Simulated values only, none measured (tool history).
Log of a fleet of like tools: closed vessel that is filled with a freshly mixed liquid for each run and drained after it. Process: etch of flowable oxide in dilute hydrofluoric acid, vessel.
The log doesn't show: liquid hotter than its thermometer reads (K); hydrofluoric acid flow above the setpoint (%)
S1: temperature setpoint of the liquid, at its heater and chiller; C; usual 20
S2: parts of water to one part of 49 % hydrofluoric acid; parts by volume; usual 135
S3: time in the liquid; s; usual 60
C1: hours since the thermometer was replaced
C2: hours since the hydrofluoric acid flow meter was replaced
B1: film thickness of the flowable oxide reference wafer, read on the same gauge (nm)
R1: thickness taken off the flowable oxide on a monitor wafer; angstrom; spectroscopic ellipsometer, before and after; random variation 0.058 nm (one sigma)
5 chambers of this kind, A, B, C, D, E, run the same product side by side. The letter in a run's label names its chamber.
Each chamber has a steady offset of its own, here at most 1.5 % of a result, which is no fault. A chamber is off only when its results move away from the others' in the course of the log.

run 1C hour=5.5 | S1=20 S2=135 S3=60 | C1=794.2 C2=272.6 | B1=30.038 | R1=102.35
run 2B hour=13.3 | S1=20 S2=135 S3=60 | C1=989.7 C2=40.4 | B1=29.992 | R1=101.25
run 3A hour=19.3 | S1=20 S2=135 S3=60 | C1=806 C2=58.6 | B1=30.013 | R1=103.12
-- hour=21.6 chamber B: thermometer replaced
run 4E hour=28.1 | S1=20 S2=135 S3=60 | C1=139.3 C2=1917.6 | B1=30.04 | R1=102.2
run 5D hour=35.2 | S1=20 S2=75 S3=60 | C1=751.3 C2=1300.2 | B1=30.023 | R1=198.22
run 6D hour=45.7 | S1=20 S2=75 S3=60 | C1=761.8 C2=1310.7 | B1=30.003 | R1=199.39
run 7C hour=55.9 | S1=20 S2=75 S3=60 | C1=844.6 C2=323 | B1=30.036 | R1=196.72
run 8B hour=64.6 | S1=20 S2=75 S3=60 | C1=43.1 C2=91.7 | B1=30.015 | R1=198.8
run 9A hour=72.5 | S1=20 S2=75 S3=60 | C1=859.2 C2=111.8 | B1=30.014 | R1=193.37
run 10E hour=78.3 | S1=20 S2=135 S3=60 | C1=189.5 C2=1967.8 | B1=29.968 | R1=101.15
run 11C hour=90.1 | S1=20 S2=135 S3=60 | C1=878.8 C2=357.2 | B1=29.996 | R1=102.49
run 12A hour=95.6 | S1=20 S2=135 S3=60 | C1=882.3 C2=134.9 | B1=30.029 | R1=102.27
run 13E hour=105.4 | S1=17.5 S2=135 S3=35 | C1=216.6 C2=1994.9 | B1=29.977 | R1=52.757
run 14B hour=112.4 | S1=17.5 S2=135 S3=35 | C1=90.9 C2=139.5 | B1=29.965 | R1=53.864
run 15D hour=119.7 | S1=17.5 S2=135 S3=35 | C1=835.8 C2=1384.7 | B1=30.003 | R1=54.246
run 16B hour=129.4 | S1=17.5 S2=135 S3=35 | C1=107.9 C2=156.5 | B1=30.003 | R1=53.264
run 17E hour=141.6 | S1=17.5 S2=135 S3=35 | C1=252.8 C2=2031.1 | B1=29.989 | R1=53.499
run 18D hour=148.2 | S1=20 S2=135 S3=60 | C1=864.3 C2=1413.2 | B1=29.986 | R1=103.29
run 19C hour=158.4 | S1=20 S2=135 S3=60 | C1=947.1 C2=425.5 | B1=29.99 | R1=104.38
run 20A hour=170.7 | S1=24 S2=185 S3=60 | C1=957.4 C2=210 | B1=29.988 | R1=82.918
run 21A hour=179.3 | S1=24 S2=185 S3=60 | C1=966 C2=218.6 | B1=30 | R1=82.858
run 22D hour=187.6 | S1=24 S2=185 S3=60 | C1=903.7 C2=1452.6 | B1=29.989 | R1=82.852
run 23C hour=196.4 | S1=24 S2=185 S3=60 | C1=985.1 C2=463.5 | B1=29.991 | R1=85.114
run 24B hour=202.4 | S1=24 S2=185 S3=60 | C1=180.9 C2=229.5 | B1=30.027 | R1=81.663
run 25E hour=212.4 | S1=20 S2=135 S3=60 | C1=323.6 C2=2101.9 | B1=30.009 | R1=101.46
run 26B hour=222.6 | S1=20 S2=135 S3=60 | C1=201.1 C2=249.7 | B1=29.997 | R1=101.9
run 27E hour=232.1 | S1=20 S2=135 S3=60 | C1=343.3 C2=2121.6 | B1=29.988 | R1=100.89
run 28A hour=240 | S1=20 S2=135 S3=60 | C1=1026.7 C2=279.3 | B1=29.977 | R1=102.96
run 29C hour=250.9 | S1=17 S2=135 S3=35 | C1=1039.6 C2=518 | B1=30.023 | R1=55.216
run 30D hour=262.2 | S1=17 S2=135 S3=35 | C1=978.3 C2=1527.2 | B1=30.007 | R1=53.284
run 31D hour=269.7 | S1=17 S2=135 S3=35 | C1=985.8 C2=1534.7 | B1=30.011 | R1=52.469
run 32B hour=276.3 | S1=17 S2=135 S3=35 | C1=254.8 C2=303.4 | B1=30.006 | R1=52.237
run 33E hour=288.3 | S1=17 S2=135 S3=35 | C1=399.5 C2=2177.8 | B1=29.989 | R1=52.851
run 34C hour=296.5 | S1=20 S2=135 S3=60 | C1=1085.2 C2=563.6 | B1=30.014 | R1=108.37
run 35A hour=303 | S1=20 S2=135 S3=60 | C1=1089.7 C2=342.3 | B1=29.976 | R1=101.84

All 5 chambers run these settings next. Forecast each chamber's results:
run 36A hour=312.1 | S1=20 S2=135 S3=60 | R1=?
run 36B hour=312.1 | S1=20 S2=135 S3=60 | R1=?
run 36C hour=312.1 | S1=20 S2=135 S3=60 | R1=?
run 36D hour=312.1 | S1=20 S2=135 S3=60 | R1=?
run 36E hour=312.1 | S1=20 S2=135 S3=60 | R1=?

run=36A R1=102.2
run=36B R1=102.36
run=36C R1=108.77
run=36D R1=103.18
run=36E R1=100.37
